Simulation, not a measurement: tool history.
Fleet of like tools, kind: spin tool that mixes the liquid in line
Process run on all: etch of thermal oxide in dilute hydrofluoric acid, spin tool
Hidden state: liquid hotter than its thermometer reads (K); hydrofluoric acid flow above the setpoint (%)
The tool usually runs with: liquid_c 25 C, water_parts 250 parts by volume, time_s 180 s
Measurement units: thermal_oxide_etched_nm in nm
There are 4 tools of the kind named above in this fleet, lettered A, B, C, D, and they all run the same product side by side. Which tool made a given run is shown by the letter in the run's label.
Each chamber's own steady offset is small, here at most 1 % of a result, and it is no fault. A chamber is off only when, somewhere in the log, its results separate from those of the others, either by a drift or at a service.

| run | day | liquid_c | water_parts | time_s | hours since the thermometer was replaced | hours since the hydrofluoric acid flow meter was replaced | read-back film thickness of the thermal oxide reference wafer, read on the same gauge (nm) | thermal_oxide_etched_nm |
|---|---|---|---|---|---|---|---|---|
| 1B | 0.317 | 25 | 250 | 180 | 1281.3 | 999.1 | 70.014 | 2.9404 |
| 2D | 0.667 | 25 | 250 | 180 | 1990.3 | 1023.1 | 70.024 | 2.9997 |
| 3A | 0.875 | 25 | 250 | 180 | 264.8 | 605.2 | 70.026 | 2.9738 |
| 4C | 1.054 | 25 | 250 | 180 | 68.4 | 153.0 | 70.004 | 2.9519 |
| 5D | 1.371 | 25 | 250 | 180 | 2007.2 | 1040.0 | 70.007 | 2.9644 |
| 6A | 1.529 | 25 | 250 | 180 | 280.5 | 620.9 | 69.994 | 2.9767 |
| 7B | 1.842 | 25 | 250 | 180 | 1317.9 | 1035.7 | 70.007 | 2.8971 |
| 8C | 2.038 | 25 | 250 | 180 | 92.0 | 176.6 | 70.041 | 3.0111 |
| 9A | 2.367 | 25 | 250 | 180 | 300.6 | 641.0 | 69.998 | 2.9814 |
| 10C | 2.529 | 25 | 190 | 280 | 103.8 | 188.4 | 69.996 | 6.3760 |
| 11D | 2.792 | 25 | 190 | 280 | 2041.3 | 1074.1 | 70.014 | 6.5506 |
| 12B | 3.100 | 25 | 190 | 280 | 1348.1 | 1065.9 | 69.988 | 6.4706 |
| 13A | 3.262 | 25 | 190 | 280 | 322.1 | 662.5 | 70.011 | 6.5465 |
| 14B | 3.492 | 25 | 250 | 180 | 1357.5 | 1075.3 | 69.995 | 2.9464 |
|  | 3.683 | chamber A: hydrofluoric acid flow meter replaced |
| 15D | 3.762 | 25 | 250 | 180 | 2064.6 | 1097.4 | 69.994 | 3.0563 |
| 16C | 4.046 | 25 | 250 | 180 | 140.2 | 224.8 | 69.994 | 2.9202 |
| 17A | 4.283 | 25 | 250 | 180 | 346.6 | 14.4 | 69.963 | 2.9353 |
| 18D | 4.471 | 25 | 250 | 180 | 2081.6 | 1114.4 | 70.012 | 3.0628 |
| 19B | 4.779 | 25 | 250 | 180 | 1388.4 | 1106.2 | 70.020 | 2.9528 |
| 20C | 5.125 | 25 | 250 | 180 | 166.1 | 250.7 | 69.979 | 2.9744 |
| 21D | 5.417 | 25 | 250 | 180 | 2104.3 | 1137.1 | 69.974 | 3.1163 |
| 22C | 5.767 | 25 | 250 | 180 | 181.5 | 266.1 | 70.022 | 2.9082 |
| 23B | 6.058 | 25 | 250 | 180 | 1419.1 | 1136.9 | 70.014 | 2.9461 |
| 24A | 6.367 | 25 | 250 | 180 | 396.6 | 64.4 | 69.964 | 2.9962 |
| 25A | 6.712 | 25 | 250 | 180 | 404.9 | 72.7 | 69.991 | 3.0000 |
| 26D | 7.012 | 25 | 250 | 180 | 2142.6 | 1175.4 | 69.980 | 3.1444 |
| 27B | 7.350 | 25 | 250 | 180 | 1450.1 | 1167.9 | 70.008 | 2.9815 |
| 28C | 7.604 | 25 | 250 | 180 | 225.6 | 310.2 | 69.979 | 3.0076 |
| 29D | 7.838 | 25 | 250 | 180 | 2162.4 | 1195.2 | 69.985 | 3.2164 |
| 30C | 8.146 | 25 | 250 | 180 | 238.6 | 323.2 | 69.989 | 2.9568 |
| 31B | 8.488 | 25 | 250 | 180 | 1477.4 | 1195.2 | 70.011 | 2.9890 |
| 32A | 8.662 | 25 | 250 | 180 | 451.7 | 119.5 | 70.004 | 2.9893 |
| 33B | 8.867 | 25 | 250 | 180 | 1486.5 | 1204.3 | 69.992 | 2.9744 |
| 34D | 9.042 | 25 | 250 | 180 | 2191.3 | 1224.1 | 70.013 | 3.2472 |
| 35C | 9.238 | 25 | 250 | 180 | 264.8 | 349.4 | 70.005 | 2.9810 |
| 36A | 9.517 | 25 | 250 | 180 | 472.2 | 140.0 | 69.983 | 2.9220 |

What goes on in this fleet: one chamber off, a drifting gauge, or nothing beyond the chambers' own small offsets? Name the chamber and the cause, if any.

Little by little, chamber D moves away from the other chambers.
Cause: liquid hotter than its thermometer reads (K) = 2.47.
The log may not separate it from: hydrofluoric acid flow above the setpoint (%).

Which of the 4 candidates below, each the usual settings with something changed and its results left as question marks, puts chamber D back in line with what the other chambers give on the usual settings?
A result is in line if it is within this distance of the other chambers' mean on the usual settings: thermal_oxide_etched_nm 0.0880 nm
| 37D-1 | 9.771 | 24.5 | 275 | 180 |  |  |  | ? |
| 37D-2 | 9.771 | 27.5 | 250 | 180 |  |  |  | ? |
| 37D-3 | 9.771 | 25.5 | 250 | 205 |  |  |  | ? |
| 37D-4 | 9.771 | 25.0 | 250 | 165 |  |  |  | ? |

Mean of the other chambers on the usual settings: thermal_oxide_etched_nm 2.9704 nm
| run | thermal_oxide_etched_nm |
|---|---|
| 37D-1 | 2.8289 |
| 37D-2 | 3.5488 |
| 37D-3 | 3.7752 |
| 37D-4 | 2.9870 |
37D-4 brings the chamber back in line.

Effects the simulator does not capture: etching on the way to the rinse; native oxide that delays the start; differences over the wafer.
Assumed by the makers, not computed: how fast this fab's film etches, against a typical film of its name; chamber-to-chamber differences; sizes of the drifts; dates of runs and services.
